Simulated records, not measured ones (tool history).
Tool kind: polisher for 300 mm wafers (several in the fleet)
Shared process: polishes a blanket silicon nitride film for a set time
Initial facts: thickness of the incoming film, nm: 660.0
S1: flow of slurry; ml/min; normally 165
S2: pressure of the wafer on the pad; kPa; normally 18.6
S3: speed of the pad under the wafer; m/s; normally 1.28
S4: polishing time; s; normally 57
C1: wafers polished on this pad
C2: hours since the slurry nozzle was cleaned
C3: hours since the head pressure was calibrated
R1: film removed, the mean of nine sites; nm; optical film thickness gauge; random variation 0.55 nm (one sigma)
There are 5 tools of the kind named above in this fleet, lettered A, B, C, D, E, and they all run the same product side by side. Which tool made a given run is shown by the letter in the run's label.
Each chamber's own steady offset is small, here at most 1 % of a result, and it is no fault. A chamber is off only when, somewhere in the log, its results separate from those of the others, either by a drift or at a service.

{"hour": 3.0, "done": "chamber C: worn pad replaced by a new one"}
{"run": "1C", "hour": 9.4, "S1": 165, "S2": 18.6, "S3": 1.28, "S4": 57, "C1": 50, "C2": 44.3, "C3": 129.5, "R1": 83.687}
{"hour": 17.5, "done": "chamber A: slurry nozzle cleaned"}
{"run": "2B", "hour": 18.7, "S1": 165, "S2": 18.6, "S3": 1.28, "S4": 57, "C1": 1122, "C2": 272.4, "C3": 306.8, "R1": 83.868}
{"hour": 19.5, "done": "chamber A: worn pad replaced by a new one"}
{"hour": 20.6, "done": "chamber D: worn pad replaced by a new one"}
{"run": "3E", "hour": 30.0, "S1": 165, "S2": 18.6, "S3": 1.28, "S4": 57, "C1": 1031, "C2": 109.6, "C3": 233.6, "R1": 83.214}
{"hour": 40.9, "done": "chamber B: slurry nozzle cleaned"}
{"run": "4A", "hour": 43.2, "S1": 165, "S2": 18.6, "S3": 1.28, "S4": 57, "C1": 185, "C2": 25.8, "C3": 131.2, "R1": 83.58}
{"run": "5D", "hour": 57.6, "S1": 165, "S2": 18.6, "S3": 1.28, "S4": 57, "C1": 289, "C2": 235.5, "C3": 111, "R1": 84.917}
{"hour": 61.8, "done": "chamber E: worn pad replaced by a new one"}
{"run": "6B", "hour": 67.9, "S1": 165, "S2": 18.6, "S3": 1.28, "S4": 57, "C1": 1506, "C2": 27, "C3": 356, "R1": 85.36}
{"run": "7D", "hour": 81.9, "S1": 165, "S2": 18.6, "S3": 0.94, "S4": 57, "C1": 478, "C2": 259.8, "C3": 135.3, "R1": 65.645}
{"hour": 83.2, "done": "chamber B: worn pad replaced by a new one"}
{"hour": 89.3, "done": "chamber C: worn pad replaced by a new one"}
{"run": "8C", "hour": 89.6, "S1": 165, "S2": 18.6, "S3": 0.94, "S4": 57, "C1": 2, "C2": 124.5, "C3": 209.7, "R1": 66.259}
{"run": "9A", "hour": 99.1, "S1": 165, "S2": 18.6, "S3": 0.94, "S4": 57, "C1": 621, "C2": 81.7, "C3": 187.1, "R1": 65.124}
{"run": "10E", "hour": 111.2, "S1": 165, "S2": 18.6, "S3": 0.94, "S4": 57, "C1": 385, "C2": 190.8, "C3": 314.8, "R1": 65.178}
{"hour": 120.0, "done": "chamber D: worn pad replaced by a new one"}
{"run": "11D", "hour": 121.4, "S1": 165, "S2": 18.6, "S3": 0.94, "S4": 57, "C1": 11, "C2": 299.3, "C3": 174.8, "R1": 66.036}
{"run": "12B", "hour": 129.6, "S1": 165, "S2": 15.2, "S3": 0.9, "S4": 57, "C1": 362, "C2": 88.7, "C3": 417.7, "R1": 52.6}
{"run": "13E", "hour": 141.6, "S1": 165, "S2": 15.2, "S3": 0.9, "S4": 57, "C1": 622, "C2": 221.2, "C3": 345.2, "R1": 51.497}
{"run": "14A", "hour": 148.4, "S1": 165, "S2": 15.2, "S3": 0.9, "S4": 57, "C1": 1006, "C2": 131, "C3": 236.4, "R1": 51.718}
{"run": "15C", "hour": 160.6, "S1": 165, "S2": 15.2, "S3": 0.9, "S4": 57, "C1": 556, "C2": 195.5, "C3": 280.7, "R1": 51.134}
{"run": "16B", "hour": 167.3, "S1": 165, "S2": 15.2, "S3": 0.9, "S4": 57, "C1": 656, "C2": 126.4, "C3": 455.4, "R1": 52.304}
{"run": "17D", "hour": 177.1, "S1": 165, "S2": 18.6, "S3": 1.28, "S4": 57, "C1": 446, "C2": 355, "C3": 230.5, "R1": 85.086}
{"hour": 187.0, "done": "chamber C: worn pad replaced by a new one"}
{"run": "18E", "hour": 188.6, "S1": 165, "S2": 18.6, "S3": 1.28, "S4": 57, "C1": 989, "C2": 268.2, "C3": 392.2, "R1": 83.594}
{"run": "19C", "hour": 197.9, "S1": 165, "S2": 18.6, "S3": 1.28, "S4": 57, "C1": 85, "C2": 232.8, "C3": 318, "R1": 84.164}
{"hour": 200.2, "done": "chamber A: head pressure recalibrated"}
{"run": "20A", "hour": 206.0, "S1": 165, "S2": 18.6, "S3": 1.28, "S4": 57, "C1": 1455, "C2": 188.6, "C3": 5.9, "R1": 83.756}
{"hour": 216.0, "done": "chamber D: worn pad replaced by a new one"}
{"run": "21D", "hour": 218.6, "S1": 165, "S2": 18.6, "S3": 1.28, "S4": 57, "C1": 20, "C2": 396.5, "C3": 272, "R1": 84.097}
{"hour": 226.8, "done": "chamber A: worn pad replaced by a new one"}
{"hour": 229.8, "done": "chamber E: worn pad replaced by a new one"}
{"run": "22B", "hour": 231.3, "S1": 165, "S2": 18.6, "S3": 1.28, "S4": 57, "C1": 1156, "C2": 190.4, "C3": 519.4, "R1": 84.408}
{"hour": 235.8, "done": "chamber E: head pressure recalibrated"}
{"run": "23E", "hour": 243.4, "S1": 165, "S2": 18.6, "S3": 1.28, "S4": 57, "C1": 106, "C2": 323, "C3": 7.6, "R1": 91.38}
{"run": "24C", "hour": 256.6, "S1": 165, "S2": 18.6, "S3": 1.28, "S4": 57, "C1": 543, "C2": 291.5, "C3": 376.7, "R1": 83.411}
{"run": "25A", "hour": 270.6, "S1": 165, "S2": 18.6, "S3": 0.94, "S4": 70, "C1": 342, "C2": 253.2, "C3": 70.5, "R1": 79.587}
{"hour": 280.1, "done": "chamber A: slurry nozzle cleaned"}
{"run": "26D", "hour": 281.1, "S1": 165, "S2": 18.6, "S3": 0.94, "S4": 70, "C1": 508, "C2": 459, "C3": 334.5, "R1": 81.115}
{"hour": 288.3, "done": "chamber C: worn pad replaced by a new one"}
{"run": "27C", "hour": 290.2, "S1": 165, "S2": 18.6, "S3": 0.94, "S4": 70, "C1": 15, "C2": 325.1, "C3": 410.3, "R1": 80.777}
{"hour": 290.3, "done": "chamber B: worn pad replaced by a new one"}
{"hour": 296.7, "done": "chamber D: worn pad replaced by a new one"}
{"run": "28B", "hour": 299.3, "S1": 165, "S2": 18.6, "S3": 0.94, "S4": 70, "C1": 70, "C2": 258.4, "C3": 587.4, "R1": 81.701}
{"run": "29A", "hour": 308.2, "S1": 165, "S2": 18.6, "S3": 0.94, "S4": 70, "C1": 635, "C2": 28.1, "C3": 108.1, "R1": 80.461}
{"hour": 317.2, "done": "chamber D: head pressure recalibrated"}
{"run": "30E", "hour": 321.4, "S1": 165, "S2": 18.6, "S3": 1.28, "S4": 57, "C1": 715, "C2": 401, "C3": 85.6, "R1": 91.06}
{"hour": 324.5, "done": "chamber B: slurry nozzle cleaned"}
{"run": "31A", "hour": 335.7, "S1": 165, "S2": 18.6, "S3": 1.28, "S4": 57, "C1": 850, "C2": 55.6, "C3": 135.6, "R1": 83.363}
{"run": "32B", "hour": 346.7, "S1": 130, "S2": 18.6, "S3": 1.28, "S4": 57, "C1": 440, "C2": 22.2, "C3": 634.8, "R1": 81.578}
{"run": "33D", "hour": 360.6, "S1": 130, "S2": 18.6, "S3": 1.28, "S4": 57, "C1": 499, "C2": 538.5, "C3": 43.4, "R1": 80.62}
{"hour": 373.8, "done": "chamber C: worn pad replaced by a new one"}
{"run": "34C", "hour": 375.0, "S1": 130, "S2": 18.6, "S3": 1.28, "S4": 57, "C1": 9, "C2": 409.9, "C3": 495.1, "R1": 80.837}
{"run": "35E", "hour": 382.5, "S1": 130, "S2": 18.6, "S3": 1.28, "S4": 57, "C1": 1192, "C2": 462.1, "C3": 146.7, "R1": 87.73}
{"hour": 386.3, "done": "chamber D: worn pad replaced by a new one"}
{"run": "36B", "hour": 390.8, "S1": 130, "S2": 18.6, "S3": 1.28, "S4": 57, "C1": 784, "C2": 66.3, "C3": 678.9, "R1": 80.208}
{"hour": 392.7, "done": "chamber A: worn pad replaced by a new one"}
{"hour": 392.8, "done": "chamber E: worn pad replaced by a new one"}
{"run": "37D", "hour": 397.8, "S1": 165, "S2": 18.6, "S3": 1.28, "S4": 57, "C1": 90, "C2": 575.7, "C3": 80.6, "R1": 83.83}
{"hour": 408.8, "done": "chamber C: slurry nozzle cleaned"}
{"run": "38C", "hour": 409.7, "S1": 165, "S2": 18.6, "S3": 1.28, "S4": 75, "C1": 280, "C2": 0.9, "C3": 529.8, "R1": 110.84}
{"run": "39A", "hour": 423.9, "S1": 165, "S2": 18.6, "S3": 1.28, "S4": 75, "C1": 243, "C2": 143.8, "C3": 223.8, "R1": 109.64}
{"run": "40E", "hour": 430.5, "S1": 165, "S2": 18.6, "S3": 1.28, "S4": 75, "C1": 294, "C2": 510.1, "C3": 194.7, "R1": 121.32}
{"run": "41D", "hour": 438.6, "S1": 165, "S2": 18.6, "S3": 1.28, "S4": 75, "C1": 408, "C2": 616.5, "C3": 121.4, "R1": 112.26}
{"run": "42E", "hour": 450.0, "S1": 165, "S2": 18.6, "S3": 1.28, "S4": 75, "C1": 447, "C2": 529.6, "C3": 214.2, "R1": 120.39}
{"run": "43A", "hour": 459.8, "S1": 165, "S2": 23.4, "S3": 1.28, "S4": 57, "C1": 524, "C2": 179.7, "C3": 259.7, "R1": 106.06}
{"hour": 472.1, "done": "chamber B: worn pad replaced by a new one"}
{"run": "44B", "hour": 472.9, "S1": 165, "S2": 23.4, "S3": 1.28, "S4": 57, "C1": 6, "C2": 148.4, "C3": 761, "R1": 105.96}

Decide between three cases: one chamber stands off from its peers, the gauge reading all wafers drifts, or nothing is wrong past each chamber's small offset. Where a chamber is off, say which and what most likely put it there.

A service left chamber E off against the others.
Most likely cause: head's pressure above its setpoint, % = 8.53.

Below are 4 candidate recipes for chamber E's next run, each the usual settings with a change, their results shown as question marks. Which of them brings E's results back in line with what the other chambers give on the usual settings?
Allowed miss from the other chambers' usual-settings mean, per result, to count as in line: R1 1.9 nm
{"run": "45E-1", "hour": 483.3, "S1": 165, "S2": 17.9, "S3": 1.22, "S4": 57, "R1": "?"}
{"run": "45E-2", "hour": 483.3, "S1": 165, "S2": 22.1, "S3": 1.28, "S4": 57, "R1": "?"}
{"run": "45E-3", "hour": 483.3, "S1": 165, "S2": 19.3, "S3": 1.3, "S4": 59, "R1": "?"}
{"run": "45E-4", "hour": 483.3, "S1": 165, "S2": 17.2, "S3": 1.28, "S4": 52, "R1": "?"}

Usual-settings mean across the other chambers: R1 84.223 nm
run=45E-1 R1=84.565
run=45E-2 R1=107.96
run=45E-3 R1=99.158
run=45E-4 R1=77.164
The right change is 45E-1: it brings the chamber back within the allowed miss of the others.
